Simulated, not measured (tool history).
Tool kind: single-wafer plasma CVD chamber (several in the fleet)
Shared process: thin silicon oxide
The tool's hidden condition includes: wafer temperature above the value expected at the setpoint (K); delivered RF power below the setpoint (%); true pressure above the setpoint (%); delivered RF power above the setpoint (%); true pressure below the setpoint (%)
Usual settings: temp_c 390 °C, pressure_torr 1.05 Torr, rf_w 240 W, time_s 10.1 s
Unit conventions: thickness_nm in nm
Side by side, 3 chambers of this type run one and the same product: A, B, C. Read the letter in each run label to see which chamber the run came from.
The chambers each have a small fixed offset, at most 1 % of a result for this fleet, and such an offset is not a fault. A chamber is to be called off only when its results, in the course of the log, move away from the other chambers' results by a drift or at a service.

run,hour,temp_c,pressure_torr,rf_w,time_s,hours since the last thermocouple change,hours since the last RF generator calibration,hours since the last manometer calibration,"read-back reference wafer on the same gauge, thickness_nm",thickness_nm
1C,2.1,390,1.05,240,10.1,69.6,1151.1,303.2,23.005,21.148
2B,6.0,390,1.05,240,10.1,113.7,1309.5,1386.0,22.989,21.295
3A,9.1,390,1.05,240,10.1,1625.4,1132.8,2140.5,23.002,21.172
4C,12.4,390,1.05,240,10.1,79.9,1161.4,313.5,23.000,20.954
5B,15.7,390,1.05,240,10.1,123.4,1319.2,1395.7,23.001,21.126
6A,19.2,390,1.05,240,10.1,1635.5,1142.9,2150.6,23.016,20.933
7A,21.8,390,1.05,240,10.1,1638.1,1145.5,2153.2,22.967,20.808
8B,24.1,390,1.05,260,8.3,131.8,1327.6,1404.1,22.985,17.925
9C,28.1,390,1.05,260,8.3,95.6,1177.1,329.2,22.976,17.935
10B,31.5,390,1.05,260,8.3,139.2,1335.0,1411.5,22.983,17.797
11A,33.4,390,1.05,240,10.1,1649.7,1157.1,2164.8,22.975,21.004
12C,35.8,390,1.05,240,10.1,103.3,1184.8,336.9,22.968,20.973
13B,39.6,390,1.05,240,10.1,147.3,1343.1,1419.6,23.005,21.181
14A,42.6,390,1.05,240,10.1,1658.9,1166.3,2174.0,23.003,21.139
# hour 43.7: chamber B: capacitance manometer re-zeroed and calibrated
15C,45.6,390,1.05,240,10.1,113.1,1194.6,346.7,23.001,20.987
16C,49.6,390,1.05,240,10.1,117.1,1198.6,350.7,23.008,20.961
17A,52.1,383,1.05,240,10.1,1668.4,1175.8,2183.5,22.979,21.146
18B,55.9,383,1.05,240,10.1,163.6,1359.4,12.3,23.010,20.192
19C,59.7,383,1.05,240,10.1,127.2,1208.7,360.8,22.999,21.189
20B,62.3,390,1.05,240,10.1,170.0,1365.8,18.7,23.002,20.024
21A,65.3,390,1.05,240,10.1,1681.6,1189.0,2196.7,22.967,21.222
22A,69.0,390,1.05,240,10.1,1685.3,1192.7,2200.4,22.999,21.102
23C,71.3,390,1.05,240,10.1,138.8,1220.3,372.4,23.007,21.139
24B,73.5,390,1.05,240,10.1,181.2,1377.0,29.9,23.009,20.172
25A,77.0,390,0.80,240,9.3,1693.3,1200.7,2208.4,23.021,15.566
26C,79.6,390,0.80,240,9.3,147.1,1228.6,380.7,23.008,15.405
27B,82.9,390,0.80,240,9.3,190.6,1386.4,39.3,23.005,14.479
28C,87.1,375,1.05,265,10.1,154.6,1236.1,388.2,22.981,22.133
29B,89.7,375,1.05,265,10.1,197.4,1393.2,46.1,23.001,21.484
30A,91.7,375,1.05,265,10.1,1708.0,1215.4,2223.1,22.972,22.210
31A,94.5,390,1.05,240,10.1,1710.8,1218.2,2225.9,22.988,21.189
32C,96.5,390,1.05,280,10.1,164.0,1245.5,397.6,22.979,22.486
33B,99.5,390,1.05,280,10.1,207.2,1403.0,55.9,23.020,21.813
34A,103.5,390,1.05,280,10.1,1719.8,1227.2,2234.9,23.016,22.409
35B,106.0,390,1.05,240,10.1,213.7,1409.5,62.4,22.995,19.974
36C,109.3,390,1.05,240,10.1,176.8,1258.3,410.4,23.027,20.953
37C,112.2,390,1.05,240,10.1,179.7,1261.2,413.3,23.024,20.870
38B,116.3,390,1.05,240,10.1,224.0,1419.8,72.7,22.998,20.276

Decide between three cases: one chamber stands off from its peers, the gauge reading all wafers drifts, or nothing is wrong past each chamber's small offset. Where a chamber is off, say which and what most likely put it there.

A service left chamber B off against the others.
Likeliest cause: true pressure below the setpoint (%) = 6.75.

Here are 4 candidates for chamber B's next run, each the usual settings with a change, their results left as question marks. Which one brings its results back in line with what the others give on the usual settings?
In line here means within this much of the mean the other chambers give on the usual settings: thickness_nm 0.410 nm
39B-1,119.4,390,1.05,235,9.4,,,,,?
39B-2,119.4,390,1.14,250,10.1,,,,,?
39B-3,119.4,390,1.02,240,9.9,,,,,?
39B-4,119.4,390,1.12,240,10.1,,,,,?

The mean the other chambers reach with the usual settings: thickness_nm 21.021 nm
run,thickness_nm
39B-1,18.592
39B-2,21.727
39B-3,19.298
39B-4,21.066
39B-4 brings the chamber back in line.

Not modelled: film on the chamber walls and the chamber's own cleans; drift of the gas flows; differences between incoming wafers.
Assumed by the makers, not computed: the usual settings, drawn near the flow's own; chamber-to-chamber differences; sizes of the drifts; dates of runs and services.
